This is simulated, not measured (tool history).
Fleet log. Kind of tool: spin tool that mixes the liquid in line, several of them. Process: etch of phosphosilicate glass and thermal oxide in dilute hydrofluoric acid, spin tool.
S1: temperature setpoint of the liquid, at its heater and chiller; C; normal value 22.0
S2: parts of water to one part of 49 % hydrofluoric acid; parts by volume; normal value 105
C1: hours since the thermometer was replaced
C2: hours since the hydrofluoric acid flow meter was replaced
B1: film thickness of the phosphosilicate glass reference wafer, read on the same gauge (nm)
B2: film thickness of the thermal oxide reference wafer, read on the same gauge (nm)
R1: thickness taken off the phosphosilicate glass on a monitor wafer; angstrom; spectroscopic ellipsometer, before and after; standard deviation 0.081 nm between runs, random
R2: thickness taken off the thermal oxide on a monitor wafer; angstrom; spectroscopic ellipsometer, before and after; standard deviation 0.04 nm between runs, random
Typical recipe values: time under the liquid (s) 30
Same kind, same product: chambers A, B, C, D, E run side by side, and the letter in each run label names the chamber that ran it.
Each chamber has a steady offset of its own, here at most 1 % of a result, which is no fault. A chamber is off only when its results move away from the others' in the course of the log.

{"run": "1E", "hour": 8.2, "S1": 22.0, "S2": 105, "time under the liquid (s)": 30, "C1": 1567.6, "C2": 533.1, "B1": 149.97, "B2": 119.99, "R1": 205.91, "R2": 10.83}
{"run": "2A", "hour": 22.8, "S1": 22.0, "S2": 105, "time under the liquid (s)": 30, "C1": 447.0, "C2": 314.5, "B1": 149.97, "B2": 120.0, "R1": 207.96, "R2": 11.445}
{"run": "3D", "hour": 31.4, "S1": 22.0, "S2": 105, "time under the liquid (s)": 30, "C1": 335.7, "C2": 1355.7, "B1": 149.97, "B2": 119.99, "R1": 206.55, "R2": 10.988}
{"run": "4B", "hour": 39.6, "S1": 22.0, "S2": 105, "time under the liquid (s)": 30, "C1": 1433.2, "C2": 44.3, "B1": 150.01, "B2": 120.0, "R1": 205.59, "R2": 11.636}
{"run": "5C", "hour": 52.9, "S1": 22.0, "S2": 105, "time under the liquid (s)": 30, "C1": 260.5, "C2": 229.7, "B1": 149.92, "B2": 120.01, "R1": 207.07, "R2": 11.746}
{"run": "6C", "hour": 65.3, "S1": 22.0, "S2": 105, "time under the liquid (s)": 30, "C1": 272.9, "C2": 242.1, "B1": 149.98, "B2": 119.98, "R1": 206.35, "R2": 11.831}
{"run": "7E", "hour": 74.6, "S1": 22.0, "S2": 105, "time under the liquid (s)": 30, "C1": 1634.0, "C2": 599.5, "B1": 149.99, "B2": 120.01, "R1": 205.9, "R2": 11.118}
{"run": "8B", "hour": 82.6, "S1": 22.0, "S2": 105, "time under the liquid (s)": 30, "C1": 1476.2, "C2": 87.3, "B1": 150.0, "B2": 119.98, "R1": 205.52, "R2": 11.274}
{"run": "9D", "hour": 92.6, "S1": 22.0, "S2": 105, "time under the liquid (s)": 30, "C1": 396.9, "C2": 1416.9, "B1": 150.02, "B2": 119.97, "R1": 206.77, "R2": 10.948}
{"hour": 99.6, "done": "chamber A: thermometer replaced"}
{"run": "10A", "hour": 101.9, "S1": 22.0, "S2": 105, "time under the liquid (s)": 30, "C1": 2.3, "C2": 393.6, "B1": 150.01, "B2": 119.99, "R1": 207.48, "R2": 11.703}
{"run": "11D", "hour": 112.7, "S1": 22.0, "S2": 105, "time under the liquid (s)": 30, "C1": 417.0, "C2": 1437.0, "B1": 150.01, "B2": 120.0, "R1": 208.05, "R2": 11.554}
{"run": "12B", "hour": 123.9, "S1": 22.0, "S2": 105, "time under the liquid (s)": 30, "C1": 1517.5, "C2": 128.6, "B1": 149.93, "B2": 120.02, "R1": 205.45, "R2": 11.985}
{"run": "13A", "hour": 137.8, "S1": 22.0, "S2": 105, "time under the liquid (s)": 30, "C1": 38.2, "C2": 429.5, "B1": 150.05, "B2": 120.01, "R1": 204.5, "R2": 11.792}
{"run": "14E", "hour": 145.9, "S1": 22.0, "S2": 105, "time under the liquid (s)": 30, "C1": 1705.3, "C2": 670.8, "B1": 150.05, "B2": 119.99, "R1": 205.77, "R2": 11.332}
{"run": "15C", "hour": 159.0, "S1": 22.0, "S2": 125, "time under the liquid (s)": 30, "C1": 366.6, "C2": 335.8, "B1": 150.02, "B2": 120.01, "R1": 170.31, "R2": 9.5492}
{"run": "16B", "hour": 170.4, "S1": 22.0, "S2": 125, "time under the liquid (s)": 30, "C1": 1564.0, "C2": 175.1, "B1": 149.99, "B2": 119.99, "R1": 169.36, "R2": 9.8429}
{"run": "17E", "hour": 182.1, "S1": 22.0, "S2": 125, "time under the liquid (s)": 30, "C1": 1741.5, "C2": 707.0, "B1": 150.01, "B2": 120.0, "R1": 170.52, "R2": 9.3344}
{"run": "18A", "hour": 192.4, "S1": 22.0, "S2": 125, "time under the liquid (s)": 30, "C1": 92.8, "C2": 484.1, "B1": 150.02, "B2": 119.98, "R1": 169.61, "R2": 9.4523}
{"run": "19C", "hour": 200.9, "S1": 22.0, "S2": 125, "time under the liquid (s)": 30, "C1": 408.5, "C2": 377.7, "B1": 149.99, "B2": 120.0, "R1": 170.07, "R2": 9.9281}
{"run": "20D", "hour": 214.3, "S1": 22.0, "S2": 105, "time under the liquid (s)": 30, "C1": 518.6, "C2": 1538.6, "B1": 149.98, "B2": 120.01, "R1": 208.9, "R2": 10.786}
{"run": "21D", "hour": 224.0, "S1": 22.0, "S2": 105, "time under the liquid (s)": 30, "C1": 528.3, "C2": 1548.3, "B1": 150.02, "B2": 119.97, "R1": 207.59, "R2": 11.559}
{"run": "22A", "hour": 231.6, "S1": 22.0, "S2": 105, "time under the liquid (s)": 30, "C1": 132.0, "C2": 523.3, "B1": 150.02, "B2": 119.96, "R1": 205.5, "R2": 11.567}
{"run": "23B", "hour": 244.2, "S1": 22.0, "S2": 105, "time under the liquid (s)": 30, "C1": 1637.8, "C2": 248.9, "B1": 149.99, "B2": 119.99, "R1": 204.45, "R2": 12.024}
{"hour": 246.4, "done": "chamber D: thermometer replaced"}
{"run": "24E", "hour": 257.1, "S1": 25.5, "S2": 145, "time under the liquid (s)": 30, "C1": 1816.5, "C2": 782.0, "B1": 149.96, "B2": 119.99, "R1": 162.54, "R2": 8.9582}
{"run": "25C", "hour": 269.2, "S1": 25.5, "S2": 145, "time under the liquid (s)": 30, "C1": 476.8, "C2": 446.0, "B1": 149.96, "B2": 119.99, "R1": 163.04, "R2": 9.8379}
{"run": "26E", "hour": 282.4, "S1": 25.5, "S2": 145, "time under the liquid (s)": 30, "C1": 1841.8, "C2": 807.3, "B1": 150.02, "B2": 120.01, "R1": 162.39, "R2": 8.959}
{"hour": 293.2, "done": "chamber E: thermometer replaced"}
{"run": "27C", "hour": 293.3, "S1": 25.5, "S2": 145, "time under the liquid (s)": 30, "C1": 500.9, "C2": 470.1, "B1": 150.04, "B2": 120.02, "R1": 165.17, "R2": 8.8608}
{"run": "28D", "hour": 306.0, "S1": 25.5, "S2": 145, "time under the liquid (s)": 30, "C1": 59.7, "C2": 1630.3, "B1": 149.98, "B2": 120.01, "R1": 163.81, "R2": 9.2625}
{"run": "29B", "hour": 319.9, "S1": 22.0, "S2": 105, "time under the liquid (s)": 30, "C1": 1713.5, "C2": 324.6, "B1": 150.02, "B2": 120.02, "R1": 205.61, "R2": 11.141}
{"run": "30A", "hour": 327.4, "S1": 22.0, "S2": 105, "time under the liquid (s)": 30, "C1": 227.8, "C2": 619.1, "B1": 149.97, "B2": 119.97, "R1": 207.59, "R2": 11.279}
{"run": "31C", "hour": 336.7, "S1": 22.0, "S2": 105, "time under the liquid (s)": 30, "C1": 544.3, "C2": 513.5, "B1": 150.03, "B2": 120.01, "R1": 206.54, "R2": 11.563}
{"run": "32A", "hour": 351.0, "S1": 22.0, "S2": 105, "time under the liquid (s)": 50, "C1": 251.4, "C2": 642.7, "B1": 149.99, "B2": 119.99, "R1": 345.04, "R2": 18.487}
{"run": "33B", "hour": 363.4, "S1": 22.0, "S2": 105, "time under the liquid (s)": 50, "C1": 1757.0, "C2": 368.1, "B1": 150.02, "B2": 120.01, "R1": 341.59, "R2": 18.456}
{"run": "34D", "hour": 378.2, "S1": 22.0, "S2": 105, "time under the liquid (s)": 50, "C1": 131.9, "C2": 1702.5, "B1": 150.01, "B2": 120.0, "R1": 345.9, "R2": 18.042}
{"run": "35E", "hour": 387.2, "S1": 22.0, "S2": 105, "time under the liquid (s)": 50, "C1": 94.0, "C2": 912.1, "B1": 150.01, "B2": 120.04, "R1": 343.64, "R2": 20.511}
{"run": "36C", "hour": 395.0, "S1": 22.0, "S2": 105, "time under the liquid (s)": 50, "C1": 602.6, "C2": 571.8, "B1": 150.03, "B2": 119.96, "R1": 346.16, "R2": 19.355}
{"run": "37E", "hour": 408.7, "S1": 26.0, "S2": 105, "time under the liquid (s)": 30, "C1": 115.5, "C2": 933.6, "B1": 150.04, "B2": 120.01, "R1": 240.71, "R2": 13.941}

All 5 chambers run these settings next. Forecast each chamber's results:
{"run": "38A", "hour": 419.3, "S1": 22.0, "S2": 105, "time under the liquid (s)": 30, "R1": "?", "R2": "?"}
{"run": "38B", "hour": 419.3, "S1": 22.0, "S2": 105, "time under the liquid (s)": 30, "R1": "?", "R2": "?"}
{"run": "38C", "hour": 419.3, "S1": 22.0, "S2": 105, "time under the liquid (s)": 30, "R1": "?", "R2": "?"}
{"run": "38D", "hour": 419.3, "S1": 22.0, "S2": 105, "time under the liquid (s)": 30, "R1": "?", "R2": "?"}
{"run": "38E", "hour": 419.3, "S1": 22.0, "S2": 105, "time under the liquid (s)": 30, "R1": "?", "R2": "?"}

run=38A R1=206.29 R2=11.1180
run=38B R1=204.88 R2=11.3580
run=38C R1=206.92 R2=11.9600
run=38D R1=207.35 R2=11.9220
run=38E R1=207.71 R2=11.8790
